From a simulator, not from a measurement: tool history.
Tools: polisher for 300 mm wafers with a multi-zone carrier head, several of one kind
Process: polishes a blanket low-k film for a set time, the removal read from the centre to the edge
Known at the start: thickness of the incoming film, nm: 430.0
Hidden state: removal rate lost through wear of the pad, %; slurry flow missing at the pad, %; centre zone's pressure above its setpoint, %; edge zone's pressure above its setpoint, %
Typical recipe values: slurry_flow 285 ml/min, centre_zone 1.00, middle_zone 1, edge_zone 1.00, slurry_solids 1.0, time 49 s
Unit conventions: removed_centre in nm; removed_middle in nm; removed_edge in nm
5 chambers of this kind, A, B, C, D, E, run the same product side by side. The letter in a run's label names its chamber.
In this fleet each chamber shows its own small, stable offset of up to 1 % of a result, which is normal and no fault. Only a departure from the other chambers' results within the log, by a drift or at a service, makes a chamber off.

run   hour  slurry_flow  centre_zone  middle_zone  edge_zone  slurry_solids  time  wafers polished on this pad  hours since the slurry nozzle was cleaned  hours since the centre zone pressure was calibrated  hours since the edge zone pressure was calibrated  removed_centre  removed_middle  removed_edge
 1B    5.6          285         1.00            1       1.00            1.0    49                          378                                       87.4                                                899.5                                              245.3          19.140          18.904        18.993
 2A   11.2          285         1.00            1       1.00            1.0    49                          443                                      169.8                                                349.6                                              141.8          19.382          19.118        19.719
 3C   15.2          285         1.00            1       1.00            1.0    49                          602                                      295.9                                                 59.8                                              463.4          19.046          19.339        19.045
 4E   21.4          285         1.00            1       1.00            1.0    49                          573                                      470.9                                                222.7                                              195.7          19.119          19.180        19.357
      24.4  -- chamber B: worn pad replaced by a new one
 5D   25.6          285         1.00            1       1.00            1.0    49                          843                                      900.1                                                 61.1                                              664.7          19.261          19.302        19.174
 6E   30.2          285         0.96            1       1.00            1.0    49                          657                                      479.7                                                231.5                                              204.5          18.168          18.585        19.185
      30.8  -- chamber D: worn pad replaced by a new one
      31.0  -- chamber C: worn pad replaced by a new one
 7B   35.1          285         0.96            1       1.00            1.0    49                          102                                      116.9                                                929.0                                              274.8          18.042          19.338        19.379
      36.9  -- chamber E: slurry nozzle cleaned
      37.9  -- chamber D: slurry nozzle cleaned
 8C   41.1          285         0.96            1       1.00            1.0    49                           96                                      321.8                                                 85.7                                              489.3          18.191          19.320        18.895
 9D   44.9          285         0.96            1       1.00            1.0    49                          135                                        7.1                                                 80.4                                              684.0          18.394          19.035        18.993
10A   51.1          285         0.96            1       1.00            1.0    49                          823                                      209.7                                                389.5                                              181.7          18.433          19.507        18.995
11B   57.5          285         1.00            1       1.00            0.9    49                          315                                      139.3                                                951.4                                              297.2          18.142          18.523        18.035
12D   63.1          285         1.00            1       1.00            0.9    49                          308                                       25.3                                                 98.6                                              702.2          18.535          18.051        18.054
13E   68.8          285         1.00            1       1.00            0.9    49                         1025                                       32.0                                                270.1                                              243.1          17.918          18.564        18.265
14C   73.6          285         1.00            1       1.00            0.9    49                          406                                      354.3                                                118.2                                              521.8          18.164          18.294        18.063
      76.7  -- chamber B: worn pad replaced by a new one
15A   77.8          285         1.00            1       1.00            0.9    49                         1078                                      236.4                                                416.2                                              208.4          18.273          18.046        18.309
16D   82.2          285         1.00            1       1.00            1.0    49                          490                                       44.4                                                117.7                                              721.3          19.499          18.923        19.097
      87.7  -- chamber E: worn pad replaced by a new one
17E   88.7          360         1.00            1       1.11            1.0    49                            9                                       51.9                                                290.0                                              263.0          19.555          19.737        20.785
18C   95.4          360         1.00            1       1.11            1.0    49                          613                                      376.1                                                140.0                                              543.6          19.564          19.125        20.603
19A   98.9          360         1.00            1       1.11            1.0    49                         1279                                      257.5                                                437.3                                              229.5          20.114          19.299        20.667
     102.1  -- chamber A: worn pad replaced by a new one
20B  103.2          360         1.00            1       1.11            1.0    49                          252                                      185.0                                                997.1                                              342.9          19.600          19.901        20.480
21B  107.2          360         1.00            1       1.11            1.0    49                          290                                      189.0                                               1001.1                                              346.9          19.586          19.684        20.591
22C  113.7          285         1.00            1       1.00            1.0    49                          788                                      394.4                                                158.3                                              561.9          19.231          19.354        19.005
     114.4  -- chamber C: worn pad replaced by a new one
23D  119.8          285         1.00            1       1.00            1.0    49                          848                                       82.0                                                155.3                                              758.9          19.307          19.033        19.319
     120.6  -- chamber D: worn pad replaced by a new one
24A  123.0          285         1.00            1       1.00            1.0    49                          199                                      281.6                                                461.4                                              253.6          19.100          19.171        19.202
25E  128.3          285         1.00            1       1.00            1.0    49                          387                                       91.5                                                329.6                                              302.6          18.734          19.284        19.511
26C  132.2          285         1.00            1       1.00            1.0    49                          169                                      412.9                                                176.8                                              580.4          19.117          19.038        18.907
27A  137.9          285         1.00            1       1.00            1.0    49                          341                                      296.5                                                476.3                                              268.5          19.551          19.131        19.084
     138.4  -- chamber B: worn pad replaced by a new one
28E  142.2          285         1.00            1       1.00            1.0    49                          519                                      105.4                                                343.5                                              316.5          19.181          19.302        18.924
29B  145.8          285         1.00            1       1.00            1.0    49                           70                                      227.6                                               1039.7                                              385.5          19.025          19.201        18.923
30D  150.8          285         1.00            1       1.00            1.0    49                          287                                      113.0                                                186.3                                              789.9          19.135          19.205        19.418
31A  155.9          285         1.00            1       1.00            1.0    49                          513                                      314.5                                                494.3                                              286.5          19.151          19.093        19.125
32C  161.2          285         1.00            1       1.00            1.0    49                          446                                      441.9                                                205.8                                              609.4          18.955          19.323        18.813
33D  165.9          285         1.00            1       1.00            1.0    49                          431                                      128.1                                                201.4                                              805.0          19.366          19.534        19.060
34E  169.9          285         1.00            1       1.00            1.0    49                          783                                      133.1                                                371.2                                              344.2          19.308          19.344        19.063
35B  174.7          285         1.00            1       1.00            1.0    49                          345                                      256.5                                               1068.6                                              414.4          19.262          19.380        19.013
     179.1  -- chamber C: edge zone pressure recalibrated
36B  180.0          285         1.00            1       1.00            1.0    49                          396                                      261.8                                               1073.9                                              419.7          18.923          19.377        18.956
37D  185.3          285         1.00            1       1.00            1.0    49                          616                                      147.5                                                220.8                                              824.4          19.001          19.317        19.328
38A  191.8          330         1.11            1       1.00            1.0    49                          855                                      350.4                                                530.2                                              322.4          21.700          19.500        19.277
     192.6  -- chamber C: worn pad replaced by a new one
     195.5  -- chamber B: centre zone pressure recalibrated
     195.8  -- chamber B: worn pad replaced by a new one
39C  196.5          330         1.11            1       1.00            1.0    49                           37                                      477.2                                                241.1                                               17.4          21.734          19.308        19.543
40E  200.1          330         1.11            1       1.00            1.0    49                         1071                                      163.3                                                401.4                                              374.4          21.416          19.278        19.091
41E  203.7          330         1.11            1       1.00            1.0    49                         1105                                      166.9                                                405.0                                              378.0          21.796          19.592        19.839
42A  207.0          330         1.11            1       1.00            1.0    49                          999                                      365.6                                                545.4                                              337.6          22.019          19.128        19.595
43B  210.3          285         1.00            1       1.00            1.0    49                          138                                      292.1                                                 14.8                                              450.0          19.314          19.418        19.342
44D  217.3          285         1.00            1       1.00            1.0    49                          921                                      179.5                                                252.8                                              856.4          19.256          19.171        19.631

Does one chamber stand apart from the rest, does the shared gauge drift, or is all well apart from small per-chamber offsets? Give the chamber and the most likely cause, where there is one.

Nothing is wrong: each chamber keeps only its own small, steady offset and the gauge holds still.
